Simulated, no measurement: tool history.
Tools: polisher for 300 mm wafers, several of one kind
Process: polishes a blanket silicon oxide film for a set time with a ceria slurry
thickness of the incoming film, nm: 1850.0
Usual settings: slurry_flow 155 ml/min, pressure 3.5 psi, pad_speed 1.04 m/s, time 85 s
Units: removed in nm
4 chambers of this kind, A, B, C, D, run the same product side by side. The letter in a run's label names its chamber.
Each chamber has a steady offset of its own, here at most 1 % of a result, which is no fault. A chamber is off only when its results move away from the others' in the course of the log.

run,hour,slurry_flow,pressure,pad_speed,time,removed
1D,4.3,155,3.5,1.04,85,494.83
2B,9.3,155,3.5,1.04,85,492.9
3A,12.6,155,3.5,1.04,85,494.63
4C,17.4,155,3.5,1.04,85,490.99
5A,22.5,155,3.5,1.04,85,495.66
# hour 24.6: chamber C: head pressure recalibrated
6C,28.1,155,3.5,1.04,85,501.25
7D,32.5,155,3.5,1.34,85,632.49
8B,37.1,155,3.5,1.34,85,639.28
9D,40.4,155,3.5,1.34,85,627.48
10C,45.2,155,3.5,1.34,85,639.47
11A,49.3,155,3.5,1.04,85,496.4
# hour 51.9: chamber C: worn pad replaced by a new one
12B,53.7,155,3.5,1.04,85,499.65
13D,57.5,155,3.5,0.76,85,354.44
# hour 61.2: chamber C: slurry nozzle cleaned
14C,62.2,155,3.5,0.76,85,359.39
# hour 62.8: chamber D: head pressure recalibrated
15B,66.9,155,3.5,0.76,85,362.99
16A,70.4,155,3.5,0.76,85,357.3
17D,76,155,3.5,1.04,85,523.22
18A,81.1,155,3.5,1.04,85,489.65
19B,86.6,105,3.5,1.34,85,602.39
20C,91.4,105,3.5,1.34,85,592.77
21A,94.2,105,3.5,1.34,85,590.79
22D,99.6,105,3.5,1.34,85,633.93
# hour 102.4: chamber B: worn pad replaced by a new one
23B,102.5,155,3.5,1.04,85,506.14
24C,107.6,155,3.5,1.04,85,498.92
25A,113,155,3.5,1.04,85,505.1
26D,117.9,155,3.5,1.04,85,525.2

Next, every chamber runs the same settings. What will each give?
27A,121.9,155,3.5,1.04,85,?
27B,121.9,155,3.5,1.04,85,?
27C,121.9,155,3.5,1.04,85,?
27D,121.9,155,3.5,1.04,85,?

run,removed
27A,496.08
27B,491.69
27C,490.3
27D,536.94
